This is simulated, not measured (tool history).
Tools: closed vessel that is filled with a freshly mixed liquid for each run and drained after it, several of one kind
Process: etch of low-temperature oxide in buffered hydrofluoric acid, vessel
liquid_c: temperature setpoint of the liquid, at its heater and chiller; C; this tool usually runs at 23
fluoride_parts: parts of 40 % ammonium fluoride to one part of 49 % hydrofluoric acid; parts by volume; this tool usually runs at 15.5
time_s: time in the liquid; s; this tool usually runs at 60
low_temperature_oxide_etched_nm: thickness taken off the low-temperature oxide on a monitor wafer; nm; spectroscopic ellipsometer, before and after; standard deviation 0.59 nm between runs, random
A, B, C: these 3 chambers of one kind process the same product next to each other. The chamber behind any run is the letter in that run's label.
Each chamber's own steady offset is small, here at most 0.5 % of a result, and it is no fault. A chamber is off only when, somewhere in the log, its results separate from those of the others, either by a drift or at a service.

run   hour  liquid_c  fluoride_parts  time_s  hours since the thermometer was replaced  hours since the hydrofluoric acid flow meter was replaced  read-back film thickness of the low-temperature oxide reference wafer, read on the same gauge (nm)  low_temperature_oxide_etched_nm
 1B    9.7        23            15.5      60                                    1114.4                                                      803.5                                                                                              150.02                           79.793
 2C   18.8        23            15.5      60                                       631                                                      233.5                                                                                                 150                           80.425
 3A   28.3        23            15.5      60                                     485.5                                                      454.3                                                                                                 150                           79.601
 4A     35        23            15.5      60                                     492.2                                                        461                                                                                                 150                           79.955
 5B   46.4        21            19.5      60                                    1151.1                                                      840.2                                                                                              150.04                            57.28
 6C   57.2        21            19.5      60                                     669.4                                                      271.9                                                                                              149.99                           57.595
 7B   65.3        21            19.5      60                                      1170                                                      859.1                                                                                              150.04                           57.913
 8A   76.1        23            15.5      60                                     533.3                                                      502.1                                                                                                 150                           80.697
 9C   89.1        23            15.5      60                                     701.3                                                      303.8                                                                                                 150                           80.133
10C   95.3        23            15.5      60                                     707.5                                                        310                                                                                              149.97                           81.183
11B  104.5        23            15.5      60                                    1209.2                                                      898.3                                                                                              149.99                            80.45
12A    111        23            15.5      60                                     568.2                                                        537                                                                                              150.02                            80.12
13B  120.1        23            15.5      60                                    1224.8                                                      913.9                                                                                              150.02                           80.582
14A    130      20.5            15.5      30                                     587.2                                                        556                                                                                              150.03                           35.113
15C  142.7      20.5            15.5      30                                     754.9                                                      357.4                                                                                              149.98                           35.528
16B  150.9      20.5            15.5      30                                    1255.6                                                      944.7                                                                                              149.99                           35.029
17C  161.3        23            15.5      60                                     773.5                                                        376                                                                                              149.97                           79.729
18A  171.2        23            15.5      60                                     628.4                                                      597.2                                                                                                 150                           78.961
19A    183        23            15.5      60                                     640.2                                                        609                                                                                              149.96                           79.276
20B    196        23            15.5      60                                    1300.7                                                      989.8                                                                                                 150                           77.877
21C  204.4        23            15.5      60                                     816.6                                                      419.1                                                                                              149.99                           81.385
22B  214.6        23            15.5      60                                    1319.3                                                     1008.4                                                                                                 150                           78.078
23C  225.8        23            15.5      60                                       838                                                      440.5                                                                                              150.04                           79.733
24A  237.3        23            15.5      60                                     694.5                                                      663.3                                                                                              150.01                           79.816
25B  245.9        23            15.5      60                                    1350.6                                                     1039.7                                                                                              150.01                           77.105
26A  255.2        23            15.5      60                                     712.4                                                      681.2                                                                                              150.01                           78.509
27C  264.9        23            15.5      60                                     877.1                                                      479.6                                                                                              149.99                           80.683
28B  271.8        23            15.5      60                                    1376.5                                                     1065.6                                                                                              150.03                           75.971
     280.8  -- chamber C: hydrofluoric acid flow meter replaced
29C  281.3        23            15.5      60                                     893.5                                                        0.5                                                                                                 150                            79.87
30A  289.5        19            15.5      60                                     746.7                                                      715.5                                                                                              150.02                           62.586
31A  300.9        19            15.5      60                                     758.1                                                      726.9                                                                                              150.02                           64.417
32C  309.7        19            15.5      60                                     921.9                                                       28.9                                                                                              150.01                           64.586
33B  319.5        23            15.5      60                                    1424.2                                                     1113.3                                                                                              150.01                           73.761
34C  330.5        23              13      60                                     942.7                                                       49.7                                                                                              150.02                           96.849
35A  338.4        23              13      60                                     795.6                                                      764.4                                                                                              150.01                           94.075

Decide between three cases: one chamber stands off from its peers, the gauge reading all wafers drifts, or nothing is wrong past each chamber's small offset. Where a chamber is off, say which and what most likely put it there.

Chamber B drifts away from the others.
Cause: liquid colder than its thermometer reads (K) = 1.63.
From this log alone, it may not be told apart from: hydrofluoric acid flow below the setpoint (%).

Here are 4 candidates for chamber B's next run, each the usual settings with a change, their results left as question marks. Which one brings its results back in line with what the others give on the usual settings?
In line means no further than this from the other chambers' mean on the usual settings: low_temperature_oxide_etched_nm 2 nm
36B-1  347.8        23            15.5      55                                                                                                                                                                                                                                         ?
36B-2  347.8      23.5            14.5      60                                                                                                                                                                                                                                         ?
36B-3  347.8        23              16      60                                                                                                                                                                                                                                         ?
36B-4  347.8        23              15      60                                                                                                                                                                                                                                         ?

On the usual settings, the other chambers give on average: low_temperature_oxide_etched_nm 80.016 nm
  run  low_temperature_oxide_etched_nm
36B-1                           67.507
36B-2                            80.83
36B-3                           71.365
36B-4                           76.073
36B-2 puts the chamber back in line with the other chambers.

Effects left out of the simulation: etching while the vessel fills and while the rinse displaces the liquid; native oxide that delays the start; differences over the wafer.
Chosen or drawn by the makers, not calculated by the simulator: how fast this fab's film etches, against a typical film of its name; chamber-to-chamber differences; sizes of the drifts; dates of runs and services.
